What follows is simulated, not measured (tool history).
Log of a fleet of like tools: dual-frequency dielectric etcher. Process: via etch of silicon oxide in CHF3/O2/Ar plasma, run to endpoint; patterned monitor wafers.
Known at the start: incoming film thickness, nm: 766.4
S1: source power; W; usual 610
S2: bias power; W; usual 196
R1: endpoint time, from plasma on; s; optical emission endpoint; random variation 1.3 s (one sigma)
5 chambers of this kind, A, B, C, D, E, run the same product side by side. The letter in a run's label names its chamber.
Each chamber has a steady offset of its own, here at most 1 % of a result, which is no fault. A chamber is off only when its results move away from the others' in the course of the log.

{"run": "1E", "day": 0.396, "S1": 610, "S2": 196, "R1": 378.1}
{"day": 0.438, "done": "chamber E: source power generator calibrated"}
{"run": "2D", "day": 0.825, "S1": 610, "S2": 196, "R1": 373.18}
{"run": "3C", "day": 1.317, "S1": 610, "S2": 196, "R1": 374.95}
{"run": "4A", "day": 1.692, "S1": 610, "S2": 196, "R1": 374.83}
{"run": "5B", "day": 1.938, "S1": 610, "S2": 196, "R1": 370.74}
{"run": "6C", "day": 2.312, "S1": 610, "S2": 196, "R1": 376.01}
{"run": "7D", "day": 2.783, "S1": 610, "S2": 196, "R1": 375.66}
{"run": "8B", "day": 3.258, "S1": 610, "S2": 196, "R1": 372.06}
{"run": "9A", "day": 3.7, "S1": 610, "S2": 196, "R1": 373.15}
{"run": "10E", "day": 4.204, "S1": 610, "S2": 196, "R1": 379.07}
{"run": "11B", "day": 4.492, "S1": 610, "S2": 196, "R1": 372.18}
{"run": "12E", "day": 4.988, "S1": 610, "S2": 196, "R1": 378.1}
{"day": 5.046, "done": "chamber A: wet clean of the chamber"}
{"run": "13D", "day": 5.238, "S1": 610, "S2": 196, "R1": 375.25}
{"run": "14A", "day": 5.567, "S1": 610, "S2": 196, "R1": 375.53}
{"run": "15C", "day": 6.0, "S1": 610, "S2": 196, "R1": 375.32}
{"run": "16D", "day": 6.342, "S1": 610, "S2": 196, "R1": 369.76}
{"run": "17C", "day": 6.654, "S1": 760, "S2": 222, "R1": 331.07}
{"run": "18B", "day": 7.012, "S1": 760, "S2": 222, "R1": 329.58}
{"run": "19E", "day": 7.392, "S1": 760, "S2": 222, "R1": 333.26}
{"run": "20A", "day": 7.679, "S1": 760, "S2": 222, "R1": 328.94}
{"day": 7.742, "done": "chamber B: bias power generator calibrated"}
{"run": "21A", "day": 8.15, "S1": 760, "S2": 222, "R1": 326.26}
{"run": "22E", "day": 8.383, "S1": 610, "S2": 196, "R1": 377.83}
{"run": "23D", "day": 8.758, "S1": 610, "S2": 196, "R1": 370.42}
{"run": "24B", "day": 9.229, "S1": 610, "S2": 196, "R1": 370.8}
{"run": "25C", "day": 9.567, "S1": 610, "S2": 196, "R1": 376.18}
{"run": "26E", "day": 9.862, "S1": 610, "S2": 196, "R1": 378.93}
{"day": 9.912, "done": "chamber E: wet clean of the chamber"}
{"run": "27A", "day": 10.204, "S1": 610, "S2": 196, "R1": 372.76}
{"day": 10.25, "done": "chamber A: bias power generator calibrated"}
{"run": "28C", "day": 10.696, "S1": 610, "S2": 196, "R1": 375.33}
{"run": "29B", "day": 11.2, "S1": 610, "S2": 196, "R1": 373.42}
{"run": "30D", "day": 11.492, "S1": 660, "S2": 165, "R1": 374.12}
{"run": "31E", "day": 11.933, "S1": 660, "S2": 165, "R1": 388.86}
{"run": "32C", "day": 12.396, "S1": 660, "S2": 165, "R1": 385.47}
{"run": "33B", "day": 12.85, "S1": 660, "S2": 165, "R1": 383.56}
{"run": "34D", "day": 13.317, "S1": 660, "S2": 165, "R1": 373.87}
{"day": 13.562, "done": "chamber B: wet clean of the chamber"}
{"run": "35A", "day": 13.592, "S1": 610, "S2": 196, "R1": 375.82}
{"day": 13.983, "done": "chamber C: source power generator calibrated"}
{"run": "36D", "day": 14.054, "S1": 610, "S2": 196, "R1": 363.37}
{"run": "37B", "day": 14.529, "S1": 610, "S2": 196, "R1": 369.19}
{"run": "38A", "day": 14.95, "S1": 610, "S2": 196, "R1": 374.66}
{"day": 14.988, "done": "chamber B: source power generator calibrated"}
{"run": "39C", "day": 15.358, "S1": 610, "S2": 196, "R1": 377.28}
{"run": "40E", "day": 15.783, "S1": 710, "S2": 230, "R1": 337.52}
{"run": "41D", "day": 16.008, "S1": 710, "S2": 230, "R1": 321.71}
{"run": "42E", "day": 16.508, "S1": 710, "S2": 230, "R1": 336.6}
{"run": "43B", "day": 16.829, "S1": 710, "S2": 230, "R1": 330.99}

What goes on in this fleet: one chamber off, a drifting gauge, or nothing beyond the chambers' own small offsets? Name the chamber and the cause, if any.

Chamber D drifts away from the others.
Cause: etch rate over this chamber's usual, % = 4.26.

Here are 4 candidates for chamber D's next run, each the usual settings with a change, their results left as question marks. Which one brings its results back in line with what the others give on the usual settings?
In line means no further than this from the other chambers' mean on the usual settings: R1 4.70 s
{"run": "44D-1", "day": 17.196, "S1": 680, "S2": 196, "R1": "?"}
{"run": "44D-2", "day": 17.196, "S1": 610, "S2": 160, "R1": "?"}
{"run": "44D-3", "day": 17.196, "S1": 570, "S2": 185, "R1": "?"}
{"run": "44D-4", "day": 17.196, "S1": 670, "S2": 214, "R1": "?"}

The other chambers' mean on the usual settings: R1 374.90 s
run=44D-1 R1=344.97
run=44D-2 R1=384.18
run=44D-3 R1=375.83
run=44D-4 R1=336.78
44D-3 brings the chamber back in line.
